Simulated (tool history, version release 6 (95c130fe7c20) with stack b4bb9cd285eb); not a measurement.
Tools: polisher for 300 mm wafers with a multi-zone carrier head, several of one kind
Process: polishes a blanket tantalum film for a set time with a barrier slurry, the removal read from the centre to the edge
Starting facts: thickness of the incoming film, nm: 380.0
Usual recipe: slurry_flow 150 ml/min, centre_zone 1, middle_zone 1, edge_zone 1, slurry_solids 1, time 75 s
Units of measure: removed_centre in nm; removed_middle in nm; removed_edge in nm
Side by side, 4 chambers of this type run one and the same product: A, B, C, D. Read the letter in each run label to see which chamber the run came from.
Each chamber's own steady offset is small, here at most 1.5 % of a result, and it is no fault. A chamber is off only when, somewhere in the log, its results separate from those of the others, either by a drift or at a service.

run,hour,slurry_flow,centre_zone,middle_zone,edge_zone,slurry_solids,time,wafers polished on this pad,hours since the slurry nozzle was cleaned,hours since the centre zone pressure was calibrated,hours since the edge zone pressure was calibrated,removed_centre,removed_middle,removed_edge
# hour 14: chamber D: slurry nozzle cleaned
1B,14.5,150,1,1,1,1,75,379,124,1198.7,249.2,137.62,137.98,141.21
2A,31,150,1,1,1,1,75,1432,195.8,289.2,92.5,140.49,139.75,138.87
# hour 31.4: chamber A: worn pad replaced by a new one
3C,44.6,150,1,1,1,1,75,736,199.2,571.9,520.6,141.14,140.5,139.66
4D,60.3,150,1,1,1,1,75,1277,46.3,520.4,452.9,137.65,141.83,140.2
5B,68.5,150,1,1,1,1,54,1147,178,1252.7,303.2,99.443,99.061,99.839
# hour 72.6: chamber D: centre zone pressure recalibrated
# hour 73.5: chamber D: worn pad replaced by a new one
6A,79,150,1,1,1,1,54,677,243.8,337.2,140.5,100.02,100.33,99.063
# hour 86.2: chamber B: worn pad replaced by a new one
7D,90.5,150,1,1,1,1,54,241,76.5,18,483.1,100.38,100.68,101.16
# hour 98.6: chamber C: worn pad replaced by a new one
8C,99.4,150,1,1,1,1,54,11,254,626.7,575.4,101.34,101.17,100.64
9A,112.3,150,1,1,1,1,75,1151,277.1,370.5,173.8,140.46,139.2,141.32
10D,121.4,150,1,1,1,1,75,681,107.4,48.9,514,140.27,140.79,138.57
# hour 133.7: chamber A: worn pad replaced by a new one
11B,134.1,150,1,1,1,1,75,681,243.6,1318.3,368.8,137.52,137.23,138.29
12C,146.8,150,1,1,1,1,75,685,301.4,674.1,622.8,138.87,139.89,138.67
# hour 155.1: chamber B: centre zone pressure recalibrated
13A,161.2,150,1,1,1,1,75,391,326,419.4,222.7,142.6,139.97,140.62
14D,176.9,150,1,1,0.94,0.75,75,1470,162.9,104.4,569.5,127.66,128.05,122.64
# hour 178.7: chamber D: worn pad replaced by a new one
15B,186.3,150,1,1,0.94,0.75,75,1423,295.8,31.3,421,113.76,126.73,123.45
16C,194.2,150,1,1,0.94,0.75,75,1359,348.8,721.5,670.2,128.45,127.04,124.32
# hour 194.3: chamber B: worn pad replaced by a new one
17B,202.2,150,1,1,0.94,0.75,75,112,311.7,47.2,436.9,114.3,126.32,123.2
18A,210.1,150,1,1,1,1,75,1086,374.9,468.3,271.6,141.6,140.76,139.52
# hour 211.9: chamber C: worn pad replaced by a new one
19C,221.2,150,1,1,1,1,75,133,375.8,748.5,697.2,142.04,140.07,138.59
# hour 224.6: chamber A: worn pad replaced by a new one
20D,233.8,150,1,1,1,1,75,784,219.8,161.3,626.4,137.7,139.63,141.43
# hour 241.3: chamber B: slurry nozzle cleaned
# hour 246.2: chamber D: slurry nozzle cleaned
21C,249,150,1,1,1,1,75,528,403.6,776.3,725,142.66,140.08,141.37
22B,263.1,150,1,1.04,1,1,62,978,21.8,108.1,497.8,101.35,119.91,116.37
23D,277.9,150,1,1.04,1,1,62,1411,31.8,205.4,670.5,114.53,120.67,115.99
# hour 282: chamber D: worn pad replaced by a new one
24A,292.5,150,1,1.04,1,1,62,966,457.3,550.7,354,115.55,118.02,115.33
# hour 294.5: chamber B: worn pad replaced by a new one
# hour 305.4: chamber C: worn pad replaced by a new one
25C,307.1,150,1,1.04,1,1,62,24,461.7,834.4,783.1,117.24,118.9,116.5
# hour 317.2: chamber A: worn pad replaced by a new one
26D,323.5,150,1,1,1,1,75,590,77.4,251,716.1,141.67,141.2,137.7
27B,331.2,150,1,1,1,1,75,522,89.9,176.2,565.9,125.23,138.6,140.17
28A,341.2,150,1,1,1,1,75,341,506,599.4,402.7,138.53,141.06,138.1
29A,357.5,150,1,1,1,1,75,573,522.3,615.7,419,139.22,139.15,139.39
30C,368.4,150,1,1,1,1,75,896,523,895.7,844.4,141.53,138.87,141.92
# hour 379.7: chamber D: worn pad replaced by a new one
31D,384.3,150,1,1,1,1,75,66,138.2,311.8,776.9,139.91,140.42,142.06
# hour 390.9: chamber B: worn pad replaced by a new one
# hour 394.9: chamber A: centre zone pressure recalibrated
32B,397.1,150,1,1.04,1.09,1,75,89,155.8,242.1,631.8,124.2,143.49,145.98
33B,408,150,1,1.04,1.09,1,75,244,166.7,253,642.7,124.25,142.88,146.18
# hour 411.2: chamber A: worn pad replaced by a new one
34C,416.5,150,1,1.04,1.09,1,75,1579,571.1,943.8,892.5,140.81,141.69,146.1
# hour 421.1: chamber C: worn pad replaced by a new one
35A,427.8,150,1,1.04,1.09,1,75,236,592.6,33,489.3,138.36,145.09,147.09
36D,441.5,150,1,1,1,1,75,880,195.4,369,834.1,138.34,140.95,140.95
# hour 451.2: chamber A: slurry nozzle cleaned
37C,455.7,150,1,1,1,1,75,492,610.3,983,931.7,138.18,139.97,140.46
38B,469.1,150,1,1,1,1,75,1113,227.8,314.1,703.8,125.53,136.88,138.57
39D,476.4,150,1,1,1,1,75,1376,230.3,403.9,869,139.02,139.77,139.74
# hour 476.8: chamber D: worn pad replaced by a new one
40A,485.1,150,1,1,1,1,75,1051,33.9,90.3,546.6,139.48,139.67,138.19
41D,497,150,1,1,1,1,75,287,250.9,424.5,889.6,141.97,140.8,139.77
# hour 497.9: chamber A: worn pad replaced by a new one
42A,505.2,150,1,1,1,1,75,104,54,110.4,566.7,140.1,139.12,141.75

The same settings go to every chamber for the next run, one line per chamber below. Forecast the results for each:
43A,517.1,170,1,1,1,1,75,,,,,?,?,?
43B,517.1,170,1,1,1,1,75,,,,,?,?,?
43C,517.1,170,1,1,1,1,75,,,,,?,?,?
43D,517.1,170,1,1,1,1,75,,,,,?,?,?

run,removed_centre,removed_middle,removed_edge
43A,143.37,141.59,142.27
43B,125.12,140.48,141.81
43C,141.85,142.71,140.68
43D,142.92,143.05,140.92

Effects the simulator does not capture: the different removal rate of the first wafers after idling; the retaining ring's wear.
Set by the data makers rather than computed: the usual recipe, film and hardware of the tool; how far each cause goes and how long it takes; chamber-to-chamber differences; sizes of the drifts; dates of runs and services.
